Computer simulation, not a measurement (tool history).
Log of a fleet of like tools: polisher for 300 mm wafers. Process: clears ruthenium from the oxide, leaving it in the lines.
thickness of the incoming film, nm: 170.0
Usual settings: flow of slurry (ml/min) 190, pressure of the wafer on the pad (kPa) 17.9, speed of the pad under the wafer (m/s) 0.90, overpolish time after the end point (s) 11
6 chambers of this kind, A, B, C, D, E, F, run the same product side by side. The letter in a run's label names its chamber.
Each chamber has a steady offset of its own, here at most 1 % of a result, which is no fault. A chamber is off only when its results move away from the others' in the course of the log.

| run | hour | flow of slurry (ml/min) | pressure of the wafer on the pad (kPa) | speed of the pad under the wafer (m/s) | overpolish time after the end point (s) | wafers polished on this pad | hours since the slurry nozzle was cleaned | hours since the head pressure was calibrated | time until the end point was called (s) |
|---|---|---|---|---|---|---|---|---|---|
| 1E | 7.5 | 190 | 17.9 | 0.90 | 11 | 916 | 26.0 | 377.6 | 128.010 |
|  | 8.3 | chamber D: head pressure recalibrated |
| 2D | 15.7 | 190 | 17.9 | 0.90 | 11 | 167 | 66.5 | 7.5 | 126.660 |
|  | 19.7 | chamber E: head pressure recalibrated |
|  | 20.5 | chamber C: worn pad replaced by a new one |
| 3A | 22.2 | 190 | 17.9 | 0.90 | 11 | 398 | 96.2 | 202.3 | 129.830 |
| 4B | 27.3 | 190 | 17.9 | 0.90 | 11 | 293 | 388.2 | 413.3 | 129.070 |
| 5F | 33.7 | 190 | 17.9 | 0.90 | 11 | 427 | 201.3 | 986.8 | 126.700 |
|  | 37.1 | chamber A: worn pad replaced by a new one |
| 6C | 38.5 | 190 | 17.9 | 0.90 | 11 | 129 | 137.5 | 381.0 | 130.130 |
| 7A | 45.8 | 190 | 17.9 | 0.90 | 11 | 63 | 119.8 | 225.9 | 131.290 |
| 8D | 52.4 | 190 | 17.9 | 0.90 | 11 | 431 | 103.2 | 44.2 | 129.480 |
| 9F | 59.7 | 190 | 17.9 | 0.90 | 11 | 614 | 227.3 | 1012.8 | 129.060 |
|  | 60.7 | chamber D: worn pad replaced by a new one |
| 10B | 64.5 | 190 | 17.9 | 0.90 | 11 | 560 | 425.4 | 450.5 | 130.840 |
|  | 66.0 | chamber E: worn pad replaced by a new one |
| 11C | 68.9 | 190 | 17.9 | 0.90 | 11 | 348 | 167.9 | 411.4 | 128.360 |
| 12E | 74.2 | 190 | 17.9 | 0.90 | 11 | 59 | 92.7 | 54.6 | 126.990 |
| 13C | 79.6 | 190 | 17.9 | 0.90 | 11 | 425 | 178.6 | 422.1 | 129.710 |
| 14D | 87.1 | 190 | 17.9 | 1.18 | 16 | 190 | 137.9 | 78.9 | 97.625 |
|  | 91.9 | chamber F: slurry nozzle cleaned |
| 15F | 92.8 | 190 | 17.9 | 1.18 | 16 | 852 | 0.9 | 1045.9 | 97.932 |
|  | 93.2 | chamber B: head pressure recalibrated |
| 16A | 100.3 | 190 | 17.9 | 1.18 | 16 | 455 | 174.3 | 280.4 | 98.928 |
|  | 104.6 | chamber B: slurry nozzle cleaned |
| 17B | 106.1 | 190 | 17.9 | 1.18 | 16 | 859 | 1.6 | 13.0 | 90.434 |
|  | 106.5 | chamber F: head pressure recalibrated |
|  | 111.1 | chamber C: worn pad replaced by a new one |
| 18E | 112.3 | 190 | 17.9 | 1.18 | 16 | 333 | 130.8 | 92.7 | 97.666 |
|  | 115.8 | chamber A: worn pad replaced by a new one |
| 19E | 120.4 | 190 | 17.9 | 1.18 | 16 | 391 | 138.9 | 100.8 | 98.594 |
|  | 122.9 | chamber C: head pressure recalibrated |
| 20A | 126.4 | 190 | 17.9 | 0.90 | 11 | 76 | 200.4 | 306.5 | 128.800 |
| 21B | 130.6 | 190 | 17.9 | 0.90 | 11 | 1036 | 26.1 | 37.5 | 117.110 |
| 22F | 138.4 | 190 | 17.9 | 0.90 | 11 | 1180 | 46.5 | 31.9 | 129.680 |
|  | 139.3 | chamber D: worn pad replaced by a new one |
| 23C | 142.0 | 190 | 17.9 | 0.90 | 11 | 222 | 241.0 | 19.2 | 129.630 |
| 24D | 148.4 | 240 | 17.9 | 0.90 | 11 | 66 | 199.2 | 140.2 | 125.860 |
| 25E | 152.7 | 240 | 17.9 | 0.90 | 11 | 624 | 171.2 | 133.1 | 124.910 |
| 26C | 159.7 | 240 | 17.9 | 0.90 | 11 | 349 | 258.7 | 36.9 | 125.590 |
| 27B | 164.6 | 240 | 17.9 | 0.90 | 11 | 1280 | 60.1 | 71.5 | 115.480 |
|  | 169.2 | chamber F: worn pad replaced by a new one |
| 28D | 171.8 | 240 | 17.9 | 0.90 | 11 | 234 | 222.6 | 163.6 | 123.720 |
| 29F | 177.9 | 240 | 17.9 | 0.90 | 11 | 62 | 86.0 | 71.4 | 124.180 |
|  | 178.0 | chamber A: worn pad replaced by a new one |
| 30A | 183.3 | 190 | 17.9 | 0.90 | 11 | 38 | 257.3 | 363.4 | 127.960 |
|  | 185.8 | chamber B: worn pad replaced by a new one |
| 31C | 190.3 | 190 | 17.9 | 0.90 | 11 | 570 | 289.3 | 67.5 | 128.580 |
|  | 195.9 | chamber C: worn pad replaced by a new one |
| 32F | 197.7 | 190 | 17.9 | 0.90 | 11 | 205 | 105.8 | 91.2 | 125.810 |
| 33B | 202.1 | 190 | 17.9 | 0.90 | 11 | 117 | 97.6 | 109.0 | 118.100 |
| 34E | 208.5 | 130 | 13.8 | 0.90 | 11 | 1025 | 227.0 | 188.9 | 180.550 |
| 35A | 215.3 | 130 | 13.8 | 0.90 | 11 | 268 | 289.3 | 395.4 | 182.800 |
|  | 218.7 | chamber D: worn pad replaced by a new one |
| 36D | 223.5 | 130 | 13.8 | 0.90 | 11 | 34 | 274.3 | 215.3 | 180.290 |
| 37C | 230.4 | 130 | 13.8 | 0.90 | 11 | 248 | 329.4 | 107.6 | 178.450 |
| 38D | 238.6 | 130 | 13.8 | 0.90 | 11 | 143 | 289.4 | 230.4 | 174.690 |
| 39A | 245.6 | 130 | 13.8 | 0.90 | 11 | 486 | 319.6 | 425.7 | 181.770 |
|  | 248.9 | chamber E: worn pad replaced by a new one |
| 40B | 252.7 | 190 | 17.9 | 0.90 | 11 | 481 | 148.2 | 159.6 | 116.730 |
|  | 254.3 | chamber A: worn pad replaced by a new one |
| 41F | 256.7 | 190 | 17.9 | 0.90 | 11 | 629 | 164.8 | 150.2 | 128.360 |
| 42E | 263.2 | 190 | 17.9 | 0.90 | 11 | 103 | 281.7 | 243.6 | 128.130 |
| 43F | 269.7 | 190 | 17.9 | 0.90 | 11 | 723 | 177.8 | 163.2 | 127.980 |
| 44A | 275.4 | 190 | 17.9 | 0.90 | 11 | 152 | 349.4 | 455.5 | 128.670 |

All 6 chambers run these settings next. Forecast each chamber's results:
| 45A | 281.4 | 215 | 17.9 | 0.90 | 11 |  |  |  | ? |
| 45B | 281.4 | 215 | 17.9 | 0.90 | 11 |  |  |  | ? |
| 45C | 281.4 | 215 | 17.9 | 0.90 | 11 |  |  |  | ? |
| 45D | 281.4 | 215 | 17.9 | 0.90 | 11 |  |  |  | ? |
| 45E | 281.4 | 215 | 17.9 | 0.90 | 11 |  |  |  | ? |
| 45F | 281.4 | 215 | 17.9 | 0.90 | 11 |  |  |  | ? |

| run | time until the end point was called (s) |
|---|---|
| 45A | 125.970 |
| 45B | 115.420 |
| 45C | 129.140 |
| 45D | 126.980 |
| 45E | 125.990 |
| 45F | 126.590 |
